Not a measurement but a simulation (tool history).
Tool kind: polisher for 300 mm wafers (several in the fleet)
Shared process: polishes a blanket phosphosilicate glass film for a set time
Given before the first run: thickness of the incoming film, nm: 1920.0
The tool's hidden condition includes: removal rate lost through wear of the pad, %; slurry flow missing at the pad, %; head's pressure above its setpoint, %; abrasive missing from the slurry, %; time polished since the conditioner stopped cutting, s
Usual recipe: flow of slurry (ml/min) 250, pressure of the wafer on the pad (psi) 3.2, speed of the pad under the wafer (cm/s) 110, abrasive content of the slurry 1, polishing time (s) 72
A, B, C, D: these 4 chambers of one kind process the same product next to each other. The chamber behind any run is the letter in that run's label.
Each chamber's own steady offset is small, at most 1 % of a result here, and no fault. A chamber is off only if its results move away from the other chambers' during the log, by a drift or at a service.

run,hour,flow of slurry (ml/min),pressure of the wafer on the pad (psi),speed of the pad under the wafer (cm/s),abrasive content of the slurry,polishing time (s),wafers polished on this pad,hours since the slurry nozzle was cleaned,hours since the head pressure was calibrated,hours since the slurry blender was calibrated,hours since the conditioning disc was replaced,film removed (nm)
1D,5.1,250,3.2,110,1,72,375,400.0,213.6,190.9,354.3,651.14
# hour 6.6: chamber D: conditioning disc replaced and pad reconditioned
2B,9.6,250,3.2,110,1,72,118,300.2,386.6,69.4,72.7,662.15
# hour 9.7: chamber C: conditioning disc replaced and pad reconditioned
# hour 10.0: chamber D: slurry nozzle cleaned
3A,12.9,250,3.2,110,1,72,131,478.1,435.6,139.2,101.4,642.95
4C,18.7,250,3.2,110,1,72,317,210.1,1054.2,116.9,9.0,638.29
# hour 20.0: chamber D: worn pad replaced by a new one
5D,25.4,250,3.2,110,1,72,48,15.4,233.9,211.2,18.8,655.86
6A,28.8,250,3.2,110,1,72,273,494.0,451.5,155.1,117.3,649.66
# hour 32.3: chamber C: slurry nozzle cleaned
7C,32.4,250,3.2,110,1,72,440,0.2,1067.9,130.6,22.7,651.59
8B,36.0,250,3.2,110,1,72,354,326.6,413.0,95.8,99.1,650.42
# hour 37.3: chamber C: worn pad replaced by a new one
9C,40.0,250,3.2,110,1,72,24,7.8,1075.5,138.2,30.3,645.72
10D,45.9,250,3.2,110,1,72,231,35.9,254.4,231.7,39.3,641.77
# hour 48.8: chamber B: worn pad replaced by a new one
11B,50.1,250,3.2,110,1,72,12,340.7,427.1,109.9,113.2,642.79
12A,55.4,250,3.2,110,1,72,511,520.6,478.1,181.7,143.9,642.60
# hour 61.6: chamber A: worn pad replaced by a new one
13A,62.2,250,3.2,110,1,72,5,527.4,484.9,188.5,150.7,636.18
14B,68.8,250,4.0,110,1,72,179,359.4,445.8,128.6,131.9,802.84
# hour 68.9: chamber D: worn pad replaced by a new one
15D,72.5,250,4.0,110,1,72,32,62.5,281.0,258.3,65.9,804.55
16C,77.9,250,4.0,110,1,72,363,45.7,1113.4,176.1,68.2,803.95
17D,81.1,250,4.0,110,1,72,109,71.1,289.6,266.9,74.5,810.58
# hour 83.5: chamber B: slurry nozzle cleaned
18C,85.3,250,3.2,110,1,72,429,53.1,1120.8,183.5,75.6,639.65
# hour 89.6: chamber C: worn pad replaced by a new one
19A,92.0,250,3.2,110,1,72,272,557.2,514.7,218.3,180.5,637.42
# hour 94.1: chamber A: head pressure recalibrated
# hour 94.2: chamber A: slurry blender recalibrated
20B,98.3,250,3.2,88,1,72,443,14.8,475.3,158.1,161.4,540.44
21D,101.8,250,3.2,88,1,72,294,91.8,310.3,287.6,95.2,534.92
22C,106.3,250,3.2,88,1,72,149,74.1,1141.8,204.5,96.6,534.38
# hour 108.5: chamber C: head pressure recalibrated
23B,111.0,250,3.2,88,1,72,556,27.5,488.0,170.8,174.1,542.60
# hour 112.9: chamber A: conditioning disc replaced and pad reconditioned
24A,114.1,250,3.2,110,1,72,469,579.3,20.1,19.9,1.2,696.90
# hour 115.1: chamber C: conditioning disc replaced and pad reconditioned
25B,118.6,250,3.2,110,1,90,624,35.1,495.6,178.4,181.7,801.63
# hour 118.7: chamber B: worn pad replaced by a new one
26D,121.8,250,3.2,110,1,90,473,111.8,330.3,307.6,115.2,813.39
# hour 123.4: chamber D: worn pad replaced by a new one
# hour 126.2: chamber A: worn pad replaced by a new one
27C,126.7,250,3.2,110,1,90,331,94.5,18.3,224.9,11.6,797.75
28A,132.1,250,3.2,110,1,90,52,597.3,38.1,37.9,19.2,871.79
29C,137.1,250,3.2,110,1,72,424,104.9,28.7,235.3,22.0,645.50
30B,140.4,250,3.2,110,1,72,194,56.9,517.4,200.2,203.5,647.17
31D,144.5,250,3.2,110,1,72,188,134.5,353.0,330.3,137.9,649.54
32A,151.4,250,3.2,110,1,72,225,616.6,57.4,57.2,38.5,694.18
# hour 153.7: chamber C: worn pad replaced by a new one
33C,158.2,250,3.2,110,1,72,40,126.0,49.8,256.4,43.1,634.52
34B,165.2,250,3.2,110,1,72,416,81.7,542.2,225.0,228.3,650.27

One chamber off, gauge drift, or nothing amiss beyond the chambers' own small offsets? If it is a chamber, which one, and what is the likeliest cause?

Chamber A came out of a service off from its peers and stayed that way.
What lies behind it: head's pressure above its setpoint, % = 8.16.

Here are 4 candidates for chamber A's next run, each the usual settings with a change, their results left as question marks. Which one brings its results back in line with what the others give on the usual settings?
A result is in line if it is within this distance of the other chambers' mean on the usual settings: film removed (nm) 17.00
35A-1,170.3,250,3.1,108,1,70,,,,,,?
35A-2,170.3,250,3.4,114,1,76,,,,,,?
35A-3,170.3,250,3.3,112,1,74,,,,,,?
35A-4,170.3,250,3.0,106,1,68,,,,,,?

Other chambers, usual settings, mean: film removed (nm) 644.94
run,film removed (nm)
35A-1,651.36
35A-2,808.30
35A-3,753.62
35A-4,603.70
The right change is 35A-1: it brings the chamber back within the allowed miss of the others.
